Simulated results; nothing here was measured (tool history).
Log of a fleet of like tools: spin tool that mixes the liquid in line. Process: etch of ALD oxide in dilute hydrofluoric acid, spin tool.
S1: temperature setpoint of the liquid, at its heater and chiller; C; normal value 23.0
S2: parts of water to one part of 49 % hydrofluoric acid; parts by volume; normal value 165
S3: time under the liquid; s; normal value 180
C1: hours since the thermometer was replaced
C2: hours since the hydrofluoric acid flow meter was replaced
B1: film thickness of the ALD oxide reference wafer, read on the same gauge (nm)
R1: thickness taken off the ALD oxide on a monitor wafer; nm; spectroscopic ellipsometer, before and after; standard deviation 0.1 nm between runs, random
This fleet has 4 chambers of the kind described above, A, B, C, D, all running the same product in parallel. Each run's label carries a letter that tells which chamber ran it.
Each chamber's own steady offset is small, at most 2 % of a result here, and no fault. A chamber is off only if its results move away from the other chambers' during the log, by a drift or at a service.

run 1B hour=10.5 | S1=23.0 S2=165 S3=180 | C1=534.6 C2=265.9 | B1=60.027 | R1=12.0430
run 2A hour=19.8 | S1=23.0 S2=165 S3=180 | C1=462.7 C2=189.7 | B1=59.987 | R1=12.0740
run 3C hour=25.7 | S1=23.0 S2=165 S3=180 | C1=1064.6 C2=569.3 | B1=60.008 | R1=12.0950
run 4D hour=33.9 | S1=23.0 S2=165 S3=180 | C1=423.6 C2=1711.9 | B1=60.028 | R1=11.9900
run 5C hour=45.9 | S1=23.0 S2=165 S3=260 | C1=1084.8 C2=589.5 | B1=60.011 | R1=17.8500
run 6A hour=55.5 | S1=23.0 S2=165 S3=260 | C1=498.4 C2=225.4 | B1=59.997 | R1=17.2660
run 7D hour=64.4 | S1=23.0 S2=165 S3=260 | C1=454.1 C2=1742.4 | B1=59.998 | R1=17.2830
run 8B hour=72.9 | S1=23.0 S2=165 S3=260 | C1=597.0 C2=328.3 | B1=59.999 | R1=17.6630
run 9C hour=82.6 | S1=23.0 S2=165 S3=180 | C1=1121.5 C2=626.2 | B1=60.007 | R1=12.3190
run 10B hour=94.3 | S1=23.0 S2=240 S3=180 | C1=618.4 C2=349.7 | B1=60.001 | R1=7.8739
run 11D hour=103.2 | S1=23.0 S2=240 S3=180 | C1=492.9 C2=1781.2 | B1=59.982 | R1=7.6415
run 12A hour=112.3 | S1=23.0 S2=240 S3=180 | C1=555.2 C2=282.2 | B1=59.999 | R1=7.7215
run 13C hour=121.6 | S1=23.0 S2=240 S3=180 | C1=1160.5 C2=665.2 | B1=60.001 | R1=7.7585
run 14D hour=130.1 | S1=23.0 S2=165 S3=180 | C1=519.8 C2=1808.1 | B1=59.980 | R1=11.8690
run 15A hour=137.5 | S1=23.0 S2=165 S3=180 | C1=580.4 C2=307.4 | B1=60.008 | R1=11.8840
run 16B hour=148.6 | S1=23.0 S2=165 S3=180 | C1=672.7 C2=404.0 | B1=59.997 | R1=12.1910
run 17D hour=158.1 | S1=23.0 S2=165 S3=180 | C1=547.8 C2=1836.1 | B1=59.983 | R1=12.0090
run 18B hour=165.4 | S1=23.0 S2=165 S3=180 | C1=689.5 C2=420.8 | B1=59.974 | R1=12.1150
run 19A hour=173.3 | S1=23.0 S2=165 S3=180 | C1=616.2 C2=343.2 | B1=60.006 | R1=11.7870
run 20C hour=180.5 | S1=21.5 S2=165 S3=260 | C1=1219.4 C2=724.1 | B1=60.019 | R1=16.5910
run 21B hour=187.8 | S1=21.5 S2=165 S3=260 | C1=711.9 C2=443.2 | B1=60.018 | R1=16.6050
run 22D hour=198.1 | S1=21.5 S2=165 S3=260 | C1=587.8 C2=1876.1 | B1=60.014 | R1=16.2400
run 23A hour=207.4 | S1=21.5 S2=165 S3=260 | C1=650.3 C2=377.3 | B1=60.018 | R1=16.5560
run 24C hour=215.5 | S1=23.0 S2=165 S3=180 | C1=1254.4 C2=759.1 | B1=60.021 | R1=12.1820
-- hour=222.1 chamber A: hydrofluoric acid flow meter replaced
run 25C hour=225.0 | S1=23.0 S2=165 S3=180 | C1=1263.9 C2=768.6 | B1=59.984 | R1=12.3070
run 26D hour=231.0 | S1=23.0 S2=165 S3=180 | C1=620.7 C2=1909.0 | B1=59.984 | R1=11.9120
run 27A hour=238.4 | S1=23.0 S2=215 S3=75 | C1=681.3 C2=16.4 | B1=60.006 | R1=3.7090
run 28B hour=246.6 | S1=23.0 S2=215 S3=75 | C1=770.7 C2=502.0 | B1=60.030 | R1=3.5493
-- hour=249.7 chamber C: hydrofluoric acid flow meter replaced
-- hour=252.7 chamber D: hydrofluoric acid flow meter replaced
run 29A hour=258.6 | S1=23.0 S2=215 S3=75 | C1=701.5 C2=36.6 | B1=60.023 | R1=3.7107
run 30B hour=268.9 | S1=23.0 S2=215 S3=75 | C1=793.0 C2=524.3 | B1=60.017 | R1=3.4874
run 31D hour=277.7 | S1=23.0 S2=165 S3=180 | C1=667.4 C2=25.0 | B1=59.986 | R1=11.9330
run 32C hour=286.6 | S1=23.0 S2=165 S3=180 | C1=1325.5 C2=37.0 | B1=59.994 | R1=12.3360
run 33C hour=292.1 | S1=23.0 S2=190 S3=180 | C1=1331.0 C2=42.5 | B1=60.019 | R1=10.2910
run 34D hour=300.7 | S1=23.0 S2=190 S3=180 | C1=690.4 C2=48.0 | B1=60.018 | R1=10.3160
run 35A hour=312.9 | S1=23.0 S2=190 S3=180 | C1=755.8 C2=90.9 | B1=60.017 | R1=10.3670
run 36B hour=323.2 | S1=23.0 S2=190 S3=180 | C1=847.3 C2=578.6 | B1=60.004 | R1=9.7790
run 37B hour=334.5 | S1=23.0 S2=165 S3=180 | C1=858.6 C2=589.9 | B1=60.025 | R1=11.4320
run 38D hour=345.9 | S1=23.0 S2=165 S3=180 | C1=735.6 C2=93.2 | B1=59.973 | R1=12.0660

All 4 chambers run these settings next. Forecast each chamber's results:
run 39A hour=355.0 | S1=23.0 S2=165 S3=180 | R1=?
run 39B hour=355.0 | S1=23.0 S2=165 S3=180 | R1=?
run 39C hour=355.0 | S1=23.0 S2=165 S3=180 | R1=?
run 39D hour=355.0 | S1=23.0 S2=165 S3=180 | R1=?

run=39A R1=12.0870
run=39B R1=11.3890
run=39C R1=12.2320
run=39D R1=11.9710

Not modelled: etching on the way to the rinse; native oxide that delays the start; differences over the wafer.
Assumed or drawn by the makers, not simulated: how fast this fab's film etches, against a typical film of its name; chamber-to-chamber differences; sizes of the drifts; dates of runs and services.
